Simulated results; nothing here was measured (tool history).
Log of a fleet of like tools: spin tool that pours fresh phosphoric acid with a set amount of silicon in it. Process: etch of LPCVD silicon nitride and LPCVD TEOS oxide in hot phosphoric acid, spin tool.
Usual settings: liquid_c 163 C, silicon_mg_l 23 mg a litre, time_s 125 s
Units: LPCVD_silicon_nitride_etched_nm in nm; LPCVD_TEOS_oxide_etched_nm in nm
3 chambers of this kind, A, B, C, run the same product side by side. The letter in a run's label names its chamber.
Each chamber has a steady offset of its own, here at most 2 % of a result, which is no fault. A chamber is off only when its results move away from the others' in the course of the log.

run   hour  liquid_c  silicon_mg_l  time_s  hours since the thermometer was replaced  hours since the dissolved silicon flow meter was replaced  hours since the heated supply line was repaired  read-back film thickness of the LPCVD silicon nitride reference wafer, read on the same gauge (nm)  read-back film thickness of the LPCVD TEOS oxide reference wafer, read on the same gauge (nm)  LPCVD_silicon_nitride_etched_nm  LPCVD_TEOS_oxide_etched_nm
 1A   11.6       163            23     125                                     477.3                                                      143.1                                            685.3                                                                                              120.01                                                                                          40.02                           12.738                     0.21668
 2B   27.3       163            23     125                                    1957.7                                                      879.7                                            118.5                                                                                              120.01                                                                                         39.954                           12.939                     0.28575
 3C   34.4       163            23     125                                     584.5                                                     1783.5                                            889.2                                                                                              119.99                                                                                         40.003                            12.51                     0.22642
 4A   46.8       163            23     125                                     512.5                                                      178.3                                            720.5                                                                                              120.03                                                                                         40.012                           12.725                     0.27895
        58  -- chamber A: thermometer replaced
 5B   60.5       163            23     125                                    1990.9                                                      912.9                                            151.7                                                                                                 120                                                                                         40.023                           12.819                      0.2524
 6C   75.8       163            23     125                                     625.9                                                     1824.9                                            930.6                                                                                                 120                                                                                         39.975                            12.66                     0.22721
      77.9  -- chamber B: thermometer replaced
 7A   84.6       163            32     125                                      26.7                                                      216.1                                            758.3                                                                                              120.02                                                                                         39.984                           12.597                      0.1308
 8B   97.7       163            32     125                                      19.8                                                      950.1                                            188.9                                                                                              119.98                                                                                         39.996                           12.686                     0.16012
 9C  105.8       163            32     125                                     655.9                                                     1854.9                                            960.6                                                                                              120.02                                                                                         40.021                           12.611                     0.20264
10A  116.9       163            23     125                                        59                                                      248.4                                            790.6                                                                                              120.02                                                                                         40.002                           12.575                     0.33726
11C  130.9     160.5          30.5     125                                       681                                                       1880                                            985.7                                                                                                 120                                                                                         39.993                           11.732                      0.1564
     136.1  -- chamber C: dissolved silicon flow meter replaced
12B  139.1     160.5          30.5     125                                      61.2                                                      991.5                                            230.3                                                                                                 120                                                                                          39.99                           11.703                     0.12641
13C  146.3     160.5          30.5     125                                     696.4                                                       10.2                                           1001.1                                                                                              120.03                                                                                         39.998                           11.537                     0.16983
14A  157.9       163            23     125                                       100                                                      289.4                                            831.6                                                                                              119.99                                                                                         40.016                           12.878                     0.27943
15B  165.8     160.5            23     125                                      87.9                                                     1018.2                                              257                                                                                              119.97                                                                                         39.974                           11.789                     0.18106
16A  178.5     160.5            23     125                                     120.6                                                        310                                            852.2                                                                                              119.99                                                                                         39.986                           11.667                     0.18517
17B  188.1     160.5            23     125                                     110.2                                                     1040.5                                            279.3                                                                                                 120                                                                                         40.002                           11.922                     0.20048
18C  196.4       163            23     125                                     746.5                                                       60.3                                           1051.2                                                                                                 120                                                                                         40.016                           12.559                     0.23249
     199.4  -- chamber C: thermometer replaced
19B  206.5       163            23     125                                     128.6                                                     1058.9                                            297.7                                                                                              119.98                                                                                         39.966                           13.035                     0.30528
20C  216.2       163            23     125                                      16.8                                                       80.1                                             1071                                                                                              119.98                                                                                         40.023                           12.641                     0.22586
21A    229       163            23     125                                     171.1                                                      360.5                                            902.7                                                                                                 120                                                                                         40.004                           12.905                      0.2715
22C  241.8       163            23     125                                      42.4                                                      105.7                                           1096.6                                                                                              120.03                                                                                         40.011                           13.025                     0.26329
23B    253       163            23     125                                     175.1                                                     1105.4                                            344.2                                                                                                 120                                                                                         40.008                           12.881                     0.20699
24A  260.4       163            23     125                                     202.5                                                      391.9                                            934.1                                                                                                 120                                                                                         40.026                           12.762                     0.29238
25B  267.4       163            23     125                                     189.5                                                     1119.8                                            358.6                                                                                              119.99                                                                                         39.995                           12.784                     0.29973
26A  283.6       163            23     125                                     225.7                                                      415.1                                            957.3                                                                                                 120                                                                                         39.985                           12.607                     0.20562
27C  299.4       163            23     125                                       100                                                      163.3                                           1154.2                                                                                              120.01                                                                                         40.034                           12.898                     0.29906
28B  310.5       163            23      60                                     232.6                                                     1162.9                                            401.7                                                                                              119.99                                                                                         39.977                           6.1693                     0.12493
29C  325.1       163            23      60                                     125.7                                                        189                                           1179.9                                                                                                 120                                                                                         39.982                            6.041                     0.13696

All 3 chambers run these settings next. Forecast each chamber's results:
30A  336.8       163            23      65                                                                                                                                                                                                                                                                                                                                                                                         ?                           ?
30B  336.8       163            23      65                                                                                                                                                                                                                                                                                                                                                                                         ?                           ?
30C  336.8       163            23      65                                                                                                                                                                                                                                                                                                                                                                                         ?                           ?

run  LPCVD_silicon_nitride_etched_nm  LPCVD_TEOS_oxide_etched_nm
30A                           6.5658                     0.14274
30B                           6.5955                     0.15487
30C                           6.5976                     0.14559
